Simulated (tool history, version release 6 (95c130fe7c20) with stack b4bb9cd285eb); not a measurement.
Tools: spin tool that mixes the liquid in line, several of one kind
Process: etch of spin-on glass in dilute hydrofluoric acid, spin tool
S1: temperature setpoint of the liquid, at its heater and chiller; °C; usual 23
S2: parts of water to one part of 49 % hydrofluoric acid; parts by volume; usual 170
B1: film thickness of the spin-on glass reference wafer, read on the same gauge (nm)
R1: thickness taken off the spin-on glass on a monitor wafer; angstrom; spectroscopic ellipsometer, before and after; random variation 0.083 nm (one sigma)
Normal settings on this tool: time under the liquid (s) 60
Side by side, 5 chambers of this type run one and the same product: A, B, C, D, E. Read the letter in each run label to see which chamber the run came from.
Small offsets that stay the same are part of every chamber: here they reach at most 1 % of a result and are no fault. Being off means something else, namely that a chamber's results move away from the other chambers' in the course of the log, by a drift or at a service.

Run 1A, day 0.321: usual settings; B1 70.027. Result: R1 84.018 angstrom.
Run 2D, day 0.738: usual settings; B1 69.995. Result: R1 83.466 angstrom.
At day 0.825: chamber D: hydrofluoric acid flow meter replaced.
Run 3C, day 1.146: usual settings; B1 70.004. Result: R1 84.084 angstrom.
Run 4B, day 1.429: usual settings; B1 69.993. Result: R1 84.909 angstrom.
Run 5E, day 1.75: usual settings; B1 69.983. Result: R1 83.347 angstrom.
Run 6E, day 2.246: usual settings; B1 69.991. Result: R1 82.644 angstrom.
Run 7A, day 2.688: usual settings; B1 70.009. Result: R1 83.935 angstrom.
Run 8B, day 3.004: usual settings; B1 70.011. Result: R1 83.582 angstrom.
Run 9C, day 3.308: usual settings; B1 70.005. Result: R1 84.053 angstrom.
Run 10D, day 3.704: usual settings; B1 70.002. Result: R1 82.727 angstrom.
Run 11A, day 4.021: usual settings; B1 70.02. Result: R1 85.006 angstrom.
Run 12E, day 4.521: usual settings; B1 70.002. Result: R1 83.969 angstrom.
Run 13C, day 5.079: usual settings but S1 26 °C, S2 195 parts by volume; B1 70.013. Result: R1 80.895 angstrom.
At day 5.35: chamber E: hydrofluoric acid flow meter replaced.
Run 14D, day 5.488: usual settings but S1 26 °C, S2 195 parts by volume; B1 69.989. Result: R1 78.099 angstrom.
Run 15B, day 5.888: usual settings but S1 26 °C, S2 195 parts by volume; B1 70.017. Result: R1 79.087 angstrom.
Run 16B, day 6.425: usual settings but S1 26 °C, S2 195 parts by volume; B1 69.979. Result: R1 80.175 angstrom.
Run 17C, day 6.85: usual settings but S1 26 °C, S2 195 parts by volume; B1 69.982. Result: R1 80.915 angstrom.
Run 18A, day 7.117: usual settings; B1 70.01. Result: R1 87.656 angstrom.
Run 19E, day 7.479: usual settings; B1 70.005. Result: R1 82.277 angstrom.
At day 7.904: chamber C: hydrofluoric acid flow meter replaced.
Run 20D, day 8.071: usual settings; B1 69.993. Result: R1 83.194 angstrom.
Run 21A, day 8.633: usual settings but S1 26.5 °C; B1 70.01. Result: R1 99.522 angstrom.
Run 22B, day 9.121: usual settings but S1 26.5 °C; B1 69.993. Result: R1 96.111 angstrom.
Run 23E, day 9.654: usual settings but S1 26.5 °C; B1 69.997. Result: R1 95.58 angstrom.
Run 24C, day 10.033: usual settings but S1 26.5 °C; B1 70.02. Result: R1 97.391 angstrom.
Run 25D, day 10.525: usual settings but S1 26.5 °C; B1 70.004. Result: R1 94.214 angstrom.
Run 26A, day 11.054: usual settings; B1 69.989. Result: R1 90.161 angstrom.
Run 27D, day 11.388: usual settings; B1 69.99. Result: R1 84.791 angstrom.
Run 28C, day 11.95: usual settings; B1 70.006. Result: R1 85.78 angstrom.
Run 29B, day 12.4: usual settings; B1 69.995. Result: R1 84.889 angstrom.
Run 30E, day 12.838: usual settings; B1 70.011. Result: R1 84.815 angstrom.
Run 31C, day 13.396: usual settings; B1 69.984. Result: R1 84.105 angstrom.
Run 32D, day 13.692: usual settings; B1 69.983. Result: R1 83.97 angstrom.
Run 33B, day 14.121: usual settings; B1 69.988. Result: R1 84.353 angstrom.
Run 34A, day 14.379: usual settings; B1 69.998. Result: R1 93.5 angstrom.
Run 35E, day 14.917: usual settings; B1 70.027. Result: R1 82.333 angstrom.

Is one chamber out of step, is the gauge drifting, or do the chambers differ by no more than their own small offsets? For an off chamber, give its letter and the likeliest cause.

Chamber A drifts away from the others.
Most likely cause: hydrofluoric acid flow above the setpoint (%) = 9.42.
Not necessarily distinguishable in this log from: liquid hotter than its thermometer reads (K).

Which of the 4 candidates below, each the usual settings with something changed and its results left as question marks, puts chamber A back in line with what the other chambers give on the usual settings?
In-line tolerance around the mean of the other chambers on the usual settings: R1 2.9 angstrom
Run 36A-1, day 15.342: usual settings but S1 22.5 °C, S2 185 parts by volume, time under the liquid (s) 55. Result: R1 ?.
Run 36A-2, day 15.342: usual settings but S2 155 parts by volume, time under the liquid (s) 65. Result: R1 ?.
Run 36A-3, day 15.342: usual settings but S2 165 parts by volume, time under the liquid (s) 65. Result: R1 ?.
Run 36A-4, day 15.342: usual settings but S2 175 parts by volume, time under the liquid (s) 55. Result: R1 ?.

Average result of the remaining chambers running the usual settings: R1 84.068 angstrom
  run      R1
36A-1  76.299
36A-2  113.49
36A-3   105.4
36A-4   83.15
36A-4 puts the chamber back in line with the other chambers.
